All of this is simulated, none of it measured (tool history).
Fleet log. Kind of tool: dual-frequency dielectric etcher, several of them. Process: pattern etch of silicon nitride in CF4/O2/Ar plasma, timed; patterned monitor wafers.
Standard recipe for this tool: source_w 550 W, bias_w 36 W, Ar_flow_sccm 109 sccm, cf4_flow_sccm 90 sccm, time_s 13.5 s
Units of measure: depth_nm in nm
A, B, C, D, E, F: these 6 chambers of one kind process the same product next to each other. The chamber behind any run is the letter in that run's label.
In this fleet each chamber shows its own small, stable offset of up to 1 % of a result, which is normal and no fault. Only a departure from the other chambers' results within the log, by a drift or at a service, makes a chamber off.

run   hour  source_w  bias_w  Ar_flow_sccm  cf4_flow_sccm  time_s  hours since the last wet clean  hours since the last source power generator calibration  hours since the last bias power generator calibration  hours since the last Ar flow controller change  hours since the last CF4 flow controller change  read-back reference wafer on the same gauge, depth_nm  depth_nm
 1A    3.6       550      36           109             90    13.5                           144.6                                                    803.6                                                 3297.5                                          2427.8                                           2240.4                                                 24.490    24.162
 2D    6.9       550      36           109             90    13.5                           250.9                                                    664.3                                                  181.9                                          1751.5                                           2179.5                                                 24.499    24.064
       9.0  -- chamber B: wet clean of the chamber
 3E    9.9       550      36           109             90    13.5                           433.4                                                    103.0                                                 3550.4                                           677.6                                           2169.9                                                 24.514    24.341
 4B   13.7       550      36           109             90    13.5                             4.8                                                   4881.0                                                 2198.5                                          1481.3                                           1176.1                                                 24.511    23.888
 5C   16.4       550      36           109             90    13.5                           407.0                                                   1732.1                                                 2155.5                                          4236.3                                           1529.9                                                 24.498    23.995
 6F   19.2       550      36           109             90    13.5                           284.8                                                    296.0                                                 1279.0                                          5625.8                                            968.6                                                 24.485    24.268
 7B   23.1       550      36           109             90    13.5                            14.2                                                   4890.4                                                 2207.9                                          1490.7                                           1185.5                                                 24.498    23.891
 8E   25.6       550      36           109             90    13.5                           449.1                                                    118.7                                                 3566.1                                           693.3                                           2185.6                                                 24.487    24.317
 9D   29.2       550      36           109             90    13.5                           273.2                                                    686.6                                                  204.2                                          1773.8                                           2201.8                                                 24.497    24.091
10C   31.3       550      36           109             90    13.5                           421.9                                                   1747.0                                                 2170.4                                          4251.2                                           1544.8                                                 24.490    24.150
11F   35.1       550      36           109             90    13.5                           300.7                                                    311.9                                                 1294.9                                          5641.7                                            984.5                                                 24.498    23.995
12A   39.0       550      36           109             90    13.5                           180.0                                                    839.0                                                 3332.9                                          2463.2                                           2275.8                                                 24.510    24.173
13D   41.8       550      36           109             90    13.5                           285.8                                                    699.2                                                  216.8                                          1786.4                                           2214.4                                                 24.499    23.881
14E   44.2       550      36           109             90    13.5                           467.7                                                    137.3                                                 3584.7                                           711.9                                           2204.2                                                 24.506    24.311
15B   46.8       550      36           109             90    13.5                            37.9                                                   4914.1                                                 2231.6                                          1514.4                                           1209.2                                                 24.503    23.872
16C   50.8       550      36           109             90    13.5                           441.4                                                   1766.5                                                 2189.9                                          4270.7                                           1564.3                                                 24.495    24.112
17F   53.5       550      36           109             90    13.5                           319.1                                                    330.3                                                 1313.3                                          5660.1                                           1002.9                                                 24.473    24.134
18A   57.2       550      36           109             90    13.5                           198.2                                                    857.2                                                 3351.1                                          2481.4                                           2294.0                                                 24.495    24.062
19E   60.2       550      36           109             90    13.5                           483.7                                                    153.3                                                 3600.7                                           727.9                                           2220.2                                                 24.500    24.231
20C   62.9       550      36           109             90    13.5                           453.5                                                   1778.6                                                 2202.0                                          4282.8                                           1576.4                                                 24.502    24.131
21A   65.8       550      36           109             90    13.5                           206.8                                                    865.8                                                 3359.7                                          2490.0                                           2302.6                                                 24.513    24.323
22B   69.2       550      36           109             90    13.5                            60.3                                                   4936.5                                                 2254.0                                          1536.8                                           1231.6                                                 24.487    23.985
23F   72.1       550      36           109             90    13.5                           337.7                                                    348.9                                                 1331.9                                          5678.7                                           1021.5                                                 24.498    24.175
      75.9  -- chamber C: wet clean of the chamber
24D   76.5       550      36           109             90    13.5                           320.5                                                    733.9                                                  251.5                                          1821.1                                           2249.1                                                 24.505    24.068
25A   79.6       550      36           109             90    13.5                           220.6                                                    879.6                                                 3373.5                                          2503.8                                           2316.4                                                 24.509    24.069
26B   82.1       550      36           109             90    13.5                            73.2                                                   4949.4                                                 2266.9                                          1549.7                                           1244.5                                                 24.491    23.749
27E   85.1       550      36           109             90    13.5                           508.6                                                    178.2                                                 3625.6                                           752.8                                           2245.1                                                 24.500    24.181
28C   87.7       550      36           109             90    13.5                            11.9                                                   1803.4                                                 2226.8                                          4307.6                                           1601.2                                                 24.489    24.097
      90.8  -- chamber E: wet clean of the chamber
29D   91.7       550      36           109             90    13.5                           335.7                                                    749.1                                                  266.7                                          1836.3                                           2264.3                                                 24.482    23.997
30F   95.9       550      36           109             90    13.5                           361.5                                                    372.7                                                 1355.7                                          5702.5                                           1045.3                                                 24.502    24.090
31A   98.7       550      36           109             90    13.5                           239.7                                                    898.7                                                 3392.6                                          2522.9                                           2335.5                                                 24.498    24.203
32D  101.6       550      36           109             90    13.5                           345.6                                                    759.0                                                  276.6                                          1846.2                                           2274.2                                                 24.488    24.052
33C  104.2       550      36           109             90    13.5                            28.4                                                   1819.9                                                 2243.3                                          4324.1                                           1617.7                                                 24.490    24.124
34E  106.6       550      36           109             90    13.5                            15.8                                                    199.7                                                 3647.1                                           774.3                                           2266.6                                                 24.491    24.169
35F  111.1       550      36           109             90    13.5                           376.7                                                    387.9                                                 1370.9                                          5717.7                                           1060.5                                                 24.508    23.938
36B  113.6       550      36           109             90    13.5                           104.7                                                   4980.9                                                 2298.4                                          1581.2                                           1276.0                                                 24.489    23.896

Next, all 6 chambers run the settings below, one line each with question marks for the results. What does each chamber give?
37A  116.7       480      36           109             90    13.5                                                                                                                                                                                                                                                                                                                 ?
37B  116.7       480      36           109             90    13.5                                                                                                                                                                                                                                                                                                                 ?
37C  116.7       480      36           109             90    13.5                                                                                                                                                                                                                                                                                                                 ?
37D  116.7       480      36           109             90    13.5                                                                                                                                                                                                                                                                                                                 ?
37E  116.7       480      36           109             90    13.5                                                                                                                                                                                                                                                                                                                 ?
37F  116.7       480      36           109             90    13.5                                                                                                                                                                                                                                                                                                                 ?

run  depth_nm
37A    21.260
37B    21.254
37C    21.280
37D    21.434
37E    21.649
37F    21.440

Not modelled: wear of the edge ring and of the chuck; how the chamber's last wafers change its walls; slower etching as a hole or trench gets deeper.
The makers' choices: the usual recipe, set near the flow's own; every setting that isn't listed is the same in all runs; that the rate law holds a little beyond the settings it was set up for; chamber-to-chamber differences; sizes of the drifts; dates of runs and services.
